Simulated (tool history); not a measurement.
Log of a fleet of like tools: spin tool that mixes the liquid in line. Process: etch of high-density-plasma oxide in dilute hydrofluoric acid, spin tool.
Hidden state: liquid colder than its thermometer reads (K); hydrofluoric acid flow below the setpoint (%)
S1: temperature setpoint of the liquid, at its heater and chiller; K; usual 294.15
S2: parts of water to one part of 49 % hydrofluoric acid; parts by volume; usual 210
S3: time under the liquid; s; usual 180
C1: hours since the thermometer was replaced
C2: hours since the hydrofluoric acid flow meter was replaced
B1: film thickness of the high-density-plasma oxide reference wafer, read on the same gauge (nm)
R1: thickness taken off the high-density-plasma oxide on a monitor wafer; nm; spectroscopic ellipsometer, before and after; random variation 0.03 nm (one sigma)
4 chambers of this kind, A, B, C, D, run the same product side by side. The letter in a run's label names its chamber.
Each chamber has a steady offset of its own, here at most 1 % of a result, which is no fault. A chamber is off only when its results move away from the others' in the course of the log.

| run | hour | S1 | S2 | S3 | C1 | C2 | B1 | R1 |
|---|---|---|---|---|---|---|---|---|
| 1B | 6.7 | 294.15 | 210 | 180 | 1092.7 | 95.4 | 100 | 4.0644 |
| 2D | 13.7 | 294.15 | 210 | 180 | 44.2 | 514.4 | 99.997 | 4.2106 |
| 3C | 19.7 | 294.15 | 210 | 180 | 1072.8 | 180.4 | 100 | 4.0827 |
| 4A | 25.1 | 294.15 | 210 | 180 | 1684 | 122.1 | 99.977 | 4.1037 |
| 5B | 30.5 | 294.15 | 210 | 180 | 1116.5 | 119.2 | 99.99 | 4.081 |
| 6D | 36.4 | 294.15 | 210 | 255 | 66.9 | 537.1 | 99.985 | 5.8733 |
| 7A | 43.3 | 294.15 | 210 | 255 | 1702.2 | 140.3 | 99.989 | 5.798 |
| 8C | 51.7 | 294.15 | 210 | 255 | 1104.8 | 212.4 | 99.998 | 5.767 |
| 9A | 57.7 | 294.15 | 210 | 255 | 1716.6 | 154.7 | 100 | 5.7768 |
| 10D | 65.3 | 292.15 | 210 | 180 | 95.8 | 566 | 100.02 | 3.7921 |
| 11B | 73.5 | 292.15 | 210 | 180 | 1159.5 | 162.2 | 100.03 | 3.8084 |
| 12C | 83.1 | 292.15 | 210 | 180 | 1136.2 | 243.8 | 99.998 | 3.7355 |
| 13C | 88.9 | 292.15 | 210 | 180 | 1142 | 249.6 | 100.01 | 3.7693 |
| 14B | 99 | 294.15 | 210 | 180 | 1185 | 187.7 | 99.975 | 4.0998 |
| 15A | 107.1 | 294.15 | 210 | 180 | 1766 | 204.1 | 99.993 | 4.0468 |
| 16D | 114 | 294.15 | 210 | 180 | 144.5 | 614.7 | 100.03 | 4.1153 |
| 17A | 118.7 | 294.15 | 210 | 180 | 1777.6 | 215.7 | 99.984 | 4.0027 |
| 18C | 124.5 | 294.15 | 210 | 180 | 1177.6 | 285.2 | 99.988 | 4.0801 |
| 19B | 134.6 | 294.15 | 210 | 180 | 1220.6 | 223.3 | 99.977 | 4.0977 |
| 20D | 144 | 294.15 | 210 | 180 | 174.5 | 644.7 | 99.992 | 4.1048 |
| 21A | 150.3 | 294.15 | 210 | 180 | 1809.2 | 247.3 | 100.02 | 3.946 |
| 22D | 157.9 | 294.15 | 210 | 180 | 188.4 | 658.6 | 99.988 | 4.1437 |
| 23C | 166 | 294.15 | 210 | 180 | 1219.1 | 326.7 | 100.02 | 4.109 |
| 24B | 173.4 | 294.15 | 210 | 180 | 1259.4 | 262.1 | 99.984 | 4.1323 |
| 25C | 181.1 | 294.15 | 265 | 180 | 1234.2 | 341.8 | 99.978 | 3.0455 |
| 26B | 190.9 | 294.15 | 265 | 180 | 1276.9 | 279.6 | 100 | 3.0718 |
| 27A | 200.4 | 294.15 | 265 | 180 | 1859.3 | 297.4 | 99.989 | 2.8929 |
| 28D | 210.1 | 294.15 | 265 | 180 | 240.6 | 710.8 | 99.987 | 3.1345 |
| 29C | 217.3 | 294.15 | 210 | 180 | 1270.4 | 378 | 100.01 | 4.0415 |
| 30B | 222 | 294.15 | 210 | 180 | 1308 | 310.7 | 99.987 | 4.094 |
| 31D | 228.2 | 294.15 | 210 | 180 | 258.7 | 728.9 | 100.01 | 4.1151 |
| 32A | 237.1 | 294.15 | 310 | 275 | 1896 | 334.1 | 100.01 | 3.5621 |
| 33C | 244.7 | 294.15 | 310 | 275 | 1297.8 | 405.4 | 99.992 | 3.8594 |

Next, every chamber runs the same settings. What will each give?
| 34A | 251.9 | 294.15 | 210 | 180 |  |  |  | ? |
| 34B | 251.9 | 294.15 | 210 | 180 |  |  |  | ? |
| 34C | 251.9 | 294.15 | 210 | 180 |  |  |  | ? |
| 34D | 251.9 | 294.15 | 210 | 180 |  |  |  | ? |

| run | R1 |
|---|---|
| 34A | 3.7439 |
| 34B | 4.0925 |
| 34C | 4.0834 |
| 34D | 4.1972 |
